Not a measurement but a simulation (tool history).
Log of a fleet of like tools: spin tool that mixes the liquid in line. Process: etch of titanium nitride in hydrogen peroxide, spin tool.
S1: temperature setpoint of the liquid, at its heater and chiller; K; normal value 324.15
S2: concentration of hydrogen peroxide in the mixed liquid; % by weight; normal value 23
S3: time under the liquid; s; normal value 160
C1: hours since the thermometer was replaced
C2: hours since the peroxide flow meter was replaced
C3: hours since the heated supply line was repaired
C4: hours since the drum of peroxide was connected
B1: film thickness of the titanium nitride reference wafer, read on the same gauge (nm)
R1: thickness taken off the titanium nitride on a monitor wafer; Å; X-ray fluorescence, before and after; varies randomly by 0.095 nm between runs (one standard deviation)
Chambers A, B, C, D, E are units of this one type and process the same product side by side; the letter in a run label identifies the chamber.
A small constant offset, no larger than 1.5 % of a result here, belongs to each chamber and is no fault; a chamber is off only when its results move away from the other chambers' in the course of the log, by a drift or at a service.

| run | hour | S1 | S2 | S3 | C1 | C2 | C3 | C4 | B1 | R1 |
|---|---|---|---|---|---|---|---|---|---|---|
| 1C | 10.9 | 324.15 | 23 | 160 | 931.2 | 922.5 | 2254.7 | 643.2 | 89.98 | 148.36 |
|  | 23.1 | chamber E: thermometer replaced |
| 2B | 23.4 | 324.15 | 23 | 160 | 1469.2 | 947.2 | 877.7 | 53.8 | 90.022 | 144.89 |
|  | 29.9 | chamber A: new drum of peroxide connected |
|  | 31.5 | chamber D: new drum of peroxide connected |
| 3E | 34.7 | 324.15 | 23 | 160 | 11.7 | 744.2 | 1124.6 | 494.9 | 89.97 | 147.22 |
| 4D | 43 | 324.15 | 23 | 160 | 989.5 | 1132.1 | 1699.8 | 11.6 | 90.04 | 146.4 |
| 5A | 48.6 | 324.15 | 23 | 160 | 1162.4 | 144.4 | 784.9 | 18.7 | 90.005 | 145.5 |
| 6C | 56.4 | 324.15 | 23 | 160 | 976.7 | 968 | 2300.2 | 688.7 | 89.966 | 149.55 |
| 7B | 66.8 | 324.15 | 23 | 160 | 1512.6 | 990.6 | 921.1 | 97.2 | 89.993 | 143.11 |
| 8A | 79.5 | 324.15 | 23 | 160 | 1193.3 | 175.3 | 815.8 | 49.6 | 89.986 | 146.98 |
| 9D | 88.5 | 324.15 | 23 | 160 | 1035 | 1177.6 | 1745.3 | 57.1 | 90.017 | 148.34 |
| 10E | 101.1 | 324.15 | 23 | 160 | 78.1 | 810.6 | 1191 | 561.3 | 89.979 | 147.47 |
| 11C | 108.1 | 324.15 | 23 | 160 | 1028.4 | 1019.7 | 2351.9 | 740.4 | 89.981 | 147.67 |
| 12D | 114.2 | 324.15 | 23 | 160 | 1060.7 | 1203.3 | 1771 | 82.8 | 90.019 | 149.09 |
|  | 124.3 | chamber E: new drum of peroxide connected |
| 13E | 125.3 | 324.15 | 23 | 160 | 102.3 | 834.8 | 1215.2 | 1.1 | 89.988 | 148.37 |
| 14B | 138.1 | 324.15 | 26.5 | 225 | 1583.9 | 1061.9 | 992.4 | 168.5 | 89.988 | 210.54 |
| 15A | 149.2 | 324.15 | 26.5 | 225 | 1263 | 245 | 885.5 | 119.3 | 90.038 | 212.18 |
| 16E | 157.6 | 324.15 | 26.5 | 225 | 134.6 | 867.1 | 1247.5 | 33.4 | 90.01 | 214.61 |
| 17D | 164.2 | 324.15 | 26.5 | 225 | 1110.7 | 1253.3 | 1821 | 132.8 | 90.005 | 216.69 |
| 18C | 170.2 | 324.15 | 26.5 | 225 | 1090.5 | 1081.8 | 2414 | 802.5 | 89.968 | 211.29 |
| 19B | 181.4 | 324.15 | 23 | 160 | 1627.2 | 1105.2 | 1035.7 | 211.8 | 89.951 | 144.36 |
|  | 181.8 | chamber D: peroxide flow meter replaced |
| 20A | 194.1 | 324.15 | 23 | 160 | 1307.9 | 289.9 | 930.4 | 164.2 | 89.99 | 146.37 |
| 21A | 203.2 | 324.15 | 23 | 160 | 1317 | 299 | 939.5 | 173.3 | 90.004 | 146.45 |
| 22B | 210.4 | 324.15 | 23 | 160 | 1656.2 | 1134.2 | 1064.7 | 240.8 | 90.018 | 145.94 |
| 23E | 221.4 | 324.15 | 23 | 160 | 198.4 | 930.9 | 1311.3 | 97.2 | 90.041 | 147.03 |
| 24C | 230.1 | 324.15 | 23 | 160 | 1150.4 | 1141.7 | 2473.9 | 862.4 | 90.016 | 148.91 |
| 25D | 241.7 | 324.15 | 23 | 160 | 1188.2 | 60 | 1898.5 | 210.3 | 89.981 | 148 |
|  | 249.8 | chamber A: thermometer replaced |
| 26B | 253.7 | 324.15 | 23 | 160 | 1699.5 | 1177.5 | 1108 | 284.1 | 90.044 | 142.83 |
| 27A | 264.3 | 324.15 | 23 | 160 | 14.5 | 360.1 | 1000.6 | 234.4 | 89.986 | 146.76 |
|  | 265.9 | chamber C: peroxide flow meter replaced |
| 28E | 271.3 | 324.15 | 23 | 160 | 248.3 | 980.8 | 1361.2 | 147.1 | 90.009 | 147.95 |
| 29C | 280 | 324.15 | 23 | 160 | 1200.3 | 14.1 | 2523.8 | 912.3 | 90.011 | 147.66 |
| 30D | 291.4 | 324.15 | 23 | 160 | 1237.9 | 109.7 | 1948.2 | 260 | 90.001 | 147.59 |
| 31C | 298.6 | 324.15 | 23 | 160 | 1218.9 | 32.7 | 2542.4 | 930.9 | 89.993 | 148.36 |
| 32E | 311.3 | 324.15 | 23 | 160 | 288.3 | 1020.8 | 1401.2 | 187.1 | 90.009 | 147.26 |

All 5 chambers run these settings next. Forecast each chamber's results:
| 33A | 320.5 | 324.15 | 23 | 160 |  |  |  |  |  | ? |
| 33B | 320.5 | 324.15 | 23 | 160 |  |  |  |  |  | ? |
| 33C | 320.5 | 324.15 | 23 | 160 |  |  |  |  |  | ? |
| 33D | 320.5 | 324.15 | 23 | 160 |  |  |  |  |  | ? |
| 33E | 320.5 | 324.15 | 23 | 160 |  |  |  |  |  | ? |

| run | R1 |
|---|---|
| 33A | 146.16 |
| 33B | 143.95 |
| 33C | 149.18 |
| 33D | 147.27 |
| 33E | 146.53 |
